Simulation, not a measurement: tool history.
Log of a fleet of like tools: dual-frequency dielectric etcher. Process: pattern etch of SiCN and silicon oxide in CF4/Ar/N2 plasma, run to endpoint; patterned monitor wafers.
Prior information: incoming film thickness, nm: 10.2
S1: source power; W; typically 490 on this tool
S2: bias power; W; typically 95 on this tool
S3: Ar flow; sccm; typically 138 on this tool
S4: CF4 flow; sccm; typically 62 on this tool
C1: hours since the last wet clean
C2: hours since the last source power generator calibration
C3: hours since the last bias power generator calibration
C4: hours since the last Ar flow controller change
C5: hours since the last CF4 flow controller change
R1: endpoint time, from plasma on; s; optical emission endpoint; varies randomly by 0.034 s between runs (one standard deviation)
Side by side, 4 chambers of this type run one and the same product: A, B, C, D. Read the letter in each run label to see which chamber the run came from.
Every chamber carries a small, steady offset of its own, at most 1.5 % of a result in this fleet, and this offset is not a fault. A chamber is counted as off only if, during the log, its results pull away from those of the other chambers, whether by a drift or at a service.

run,hour,S1,S2,S3,S4,C1,C2,C3,C4,C5,R1
1A,16.3,490,95,138,62,136.7,3066.0,1664.6,422.6,4067.1,10.5240
2C,28.4,490,95,138,62,285.7,2373.5,1484.4,3490.0,847.3,10.5500
3D,41.7,490,95,138,62,89.9,1926.0,2590.3,1125.0,717.8,10.6430
4B,54.5,490,95,138,62,200.0,3134.6,1666.1,3097.2,3156.8,10.6480
5B,67.1,490,95,138,62,212.6,3147.2,1678.7,3109.8,3169.4,10.6400
6C,83.4,490,95,138,62,340.7,2428.5,1539.4,3545.0,902.3,10.4960
7A,96.7,490,95,138,62,217.1,3146.4,1745.0,503.0,4147.5,10.5700
8D,105.9,490,95,138,62,154.1,1990.2,2654.5,1189.2,782.0,10.5700
# hour 119.5: chamber D: source power generator calibrated
9C,120.2,490,95,138,62,377.5,2465.3,1576.2,3581.8,939.1,10.5170
10A,130.7,490,95,138,62,251.1,3180.4,1779.0,537.0,4181.5,10.6020
11D,142.3,490,95,138,62,190.5,22.9,2690.9,1225.6,818.4,10.6360
12B,153.8,490,95,138,62,299.3,3233.9,1765.4,3196.5,3256.1,10.7060
# hour 157.9: chamber B: wet clean of the chamber
13D,165.6,490,95,138,62,213.8,46.2,2714.2,1248.9,841.7,10.5750
14A,176.5,490,95,138,62,296.9,3226.2,1824.8,582.8,4227.3,10.5860
15B,187.0,490,95,138,62,29.1,3267.1,1798.6,3229.7,3289.3,10.7240
16C,197.4,600,79,138,62,454.7,2542.5,1653.4,3659.0,1016.3,9.4558
17B,210.3,600,79,138,62,52.4,3290.4,1821.9,3253.0,3312.6,9.6244
18D,223.0,600,79,138,62,271.2,103.6,2771.6,1306.3,899.1,9.4969
19A,232.3,600,79,138,62,352.7,3282.0,1880.6,638.6,4283.1,9.5303
20C,248.3,490,95,138,62,505.6,2593.4,1704.3,3709.9,1067.2,10.6490
21D,261.1,490,95,138,62,309.3,141.7,2809.7,1344.4,937.2,10.5890
22C,277.6,490,95,138,62,534.9,2622.7,1733.6,3739.2,1096.5,10.6400
23B,293.4,490,95,138,62,135.5,3373.5,1905.0,3336.1,3395.7,10.7180
24A,306.7,490,95,138,62,427.1,3356.4,1955.0,713.0,4357.5,10.6020
25B,315.8,490,95,138,62,157.9,3395.9,1927.4,3358.5,3418.1,10.7200
26C,324.4,490,95,138,62,581.7,2669.5,1780.4,3786.0,1143.3,10.6330
27A,334.9,490,95,138,62,455.3,3384.6,1983.2,741.2,4385.7,10.5820
28D,344.4,380,95,124,62,392.6,225.0,2893.0,1427.7,1020.5,13.0390
# hour 348.6: chamber A: wet clean of the chamber
29C,356.9,380,95,124,62,614.2,2702.0,1812.9,3818.5,1175.8,13.1730
30A,365.0,380,95,124,62,16.5,3414.7,2013.3,771.3,4415.8,12.9280
31B,378.8,380,95,124,62,220.9,3458.9,1990.4,3421.5,3481.1,13.1310
32D,390.0,490,95,138,62,438.2,270.6,2938.6,1473.3,1066.1,10.5680
33C,401.1,490,95,138,62,658.4,2746.2,1857.1,3862.7,1220.0,10.7160
34D,412.1,400,95,171,62,460.3,292.7,2960.7,1495.4,1088.2,13.0180
35A,424.2,400,95,171,62,75.7,3473.9,2072.5,830.5,4475.0,13.0060
36B,432.9,400,95,171,62,275.0,3513.0,2044.5,3475.6,3535.2,13.0770
37D,445.0,400,95,171,62,493.2,325.6,2993.6,1528.3,1121.1,13.0720
38B,453.3,490,95,138,62,295.4,3533.4,2064.9,3496.0,3555.6,10.6490
39A,469.2,490,95,138,62,120.7,3518.9,2117.5,875.5,4520.0,10.5960

What goes on in this fleet: one chamber off, a drifting gauge, or nothing beyond the chambers' own small offsets? Name the chamber and the cause, if any.

Little by little, chamber C moves away from the other chambers.
Likeliest cause: etch rate under this chamber's usual, % = 2.4.
The log may not separate it from: source power that arrives under what is set, %.

Here are 4 candidates for chamber C's next run, each the usual settings with a change, their results left as question marks. Which one brings its results back in line with what the others give on the usual settings?
In line here means within this much of the mean the other chambers give on the usual settings: R1 0.1200 s
40C-1,481.0,480,95,138,62,,,,,,?
40C-2,481.0,510,96,138,62,,,,,,?
40C-3,481.0,500,96,138,62,,,,,,?
40C-4,481.0,470,95,139,62,,,,,,?

The mean the other chambers reach with the usual settings: R1 10.6260 s
run,R1
40C-1,10.9970
40C-2,10.3880
40C-3,10.5700
40C-4,11.2140
With 40C-3, the chamber falls back in line with the rest.
